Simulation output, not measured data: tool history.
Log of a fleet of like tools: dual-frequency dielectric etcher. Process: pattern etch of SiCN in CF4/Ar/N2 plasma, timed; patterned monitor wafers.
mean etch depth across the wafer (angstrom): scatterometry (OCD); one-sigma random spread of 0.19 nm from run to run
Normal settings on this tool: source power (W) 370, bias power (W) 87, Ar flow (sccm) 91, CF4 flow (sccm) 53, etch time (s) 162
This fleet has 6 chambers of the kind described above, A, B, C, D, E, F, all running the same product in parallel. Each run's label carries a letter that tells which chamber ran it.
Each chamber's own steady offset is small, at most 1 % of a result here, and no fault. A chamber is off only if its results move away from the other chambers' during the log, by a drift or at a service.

run     day  source power (W)  bias power (W)  Ar flow (sccm)  CF4 flow (sccm)  etch time (s)  read-back reference wafer on the same gauge, depth_nm  mean etch depth across the wafer (angstrom)
 1D   0.400               370              87              91               53            162                                                 107.03                                       1239.0
 2C   0.862               370              87              91               53            162                                                 107.04                                       1217.5
 3B   1.150               370              87              91               53            162                                                 107.04                                       1231.9
 4A   1.467               370              87              91               53            162                                                 107.05                                       1226.2
      1.725  -- chamber A: Ar flow controller replaced
 5F   1.738               370              87              91               53            162                                                 107.00                                       1232.2
 6E   2.150               370              87              91               53            162                                                 107.12                                       1232.9
 7F   2.550               370              87              91               53            162                                                 107.09                                       1227.8
 8E   2.896               370              87              91               53            162                                                 107.14                                       1230.6
 9A   3.167               370              87              91               53            162                                                 107.17                                       1226.9
10C   3.546               370              87              91               53            162                                                 107.19                                       1220.4
11D   3.833               370              87              91               53            162                                                 107.15                                       1239.7
12B   4.171               450              87              91               53            126                                                 107.17                                       1136.1
13A   4.492               450              87              91               53            126                                                 107.16                                       1134.2
14B   4.758               450              87              91               53            126                                                 107.20                                       1135.3
15F   5.112               450              87              91               53            126                                                 107.23                                       1133.7
16E   5.392               450              87              91               53            126                                                 107.21                                       1140.5
      5.725  -- chamber E: wet clean of the chamber
17D   5.767               450              87              91               53            126                                                 107.25                                       1142.4
18C   6.192               370              87              91               53            162                                                 107.25                                       1221.8
19D   6.671               370              87              91               53            162                                                 107.26                                       1239.1
20E   7.096               370              87              91               53            162                                                 107.32                                       1232.7
21F   7.321               370              87              91               53            162                                                 107.29                                       1234.0
22C   7.679               370              68              91               49            162                                                 107.34                                       1103.3
23A   7.933               370              68              91               49            162                                                 107.34                                       1107.2
24B   8.308               370              68              91               49            162                                                 107.35                                       1112.2
25E   8.646               370              68              91               49            162                                                 107.38                                       1116.1
26C   9.050               370              68              91               49            162                                                 107.38                                       1101.8
27D   9.442               370              68              91               49            162                                                 107.42                                       1120.7
28B   9.850               370              87              91               53            162                                                 107.41                                       1232.3
29A  10.133               370              87              91               53            162                                                 107.44                                       1231.0
     10.188  -- chamber D: bias power generator calibrated
30F  10.462               370              87              91               53            162                                                 107.47                                       1231.5
31C  10.871               370              87              91               53            162                                                 107.49                                       1225.0
32F  11.154               370              87              91               53            162                                                 107.48                                       1232.2
33B  11.433               370              87              91               53            193                                                 107.51                                       1473.3
34E  11.812               370              87              91               53            193                                                 107.47                                       1471.7
35A  12.108               370              87              91               53            193                                                 107.55                                       1467.6
36D  12.571               370              87              91               53            193                                                 107.51                                       1482.8
37C  12.925               370              87              91               53            193                                                 107.51                                       1460.6
     13.200  -- chamber F: wet clean of the chamber
38D  13.350               370              87              91               53            193                                                 107.54                                       1485.3
39F  13.692               370              87              91               53            162                                                 107.61                                       1232.7
40B  14.125               370              87              91               53            162                                                 107.57                                       1234.7
41E  14.575               370              87              91               53            162                                                 107.61                                       1238.6
42A  14.846               370              87              91               53            162                                                 107.63                                       1229.8
43F  15.275               370              87              91               53            162                                                 107.65                                       1236.8
44D  15.583               370              87              91               53            162                                                 107.61                                       1244.2

Next, all 6 chambers run the settings below, one line each with question marks for the results. What does each chamber give?
45A  15.942               370              87              91               53            162                                                                                                   ?
45B  15.942               370              87              91               53            162                                                                                                   ?
45C  15.942               370              87              91               53            162                                                                                                   ?
45D  15.942               370              87              91               53            162                                                                                                   ?
45E  15.942               370              87              91               53            162                                                                                                   ?
45F  15.942               370              87              91               53            162                                                                                                   ?

run  mean etch depth across the wafer (angstrom)
45A                                       1232.4
45B                                       1237.0
45C                                       1226.1
45D                                       1245.3
45E                                       1238.7
45F                                       1236.3
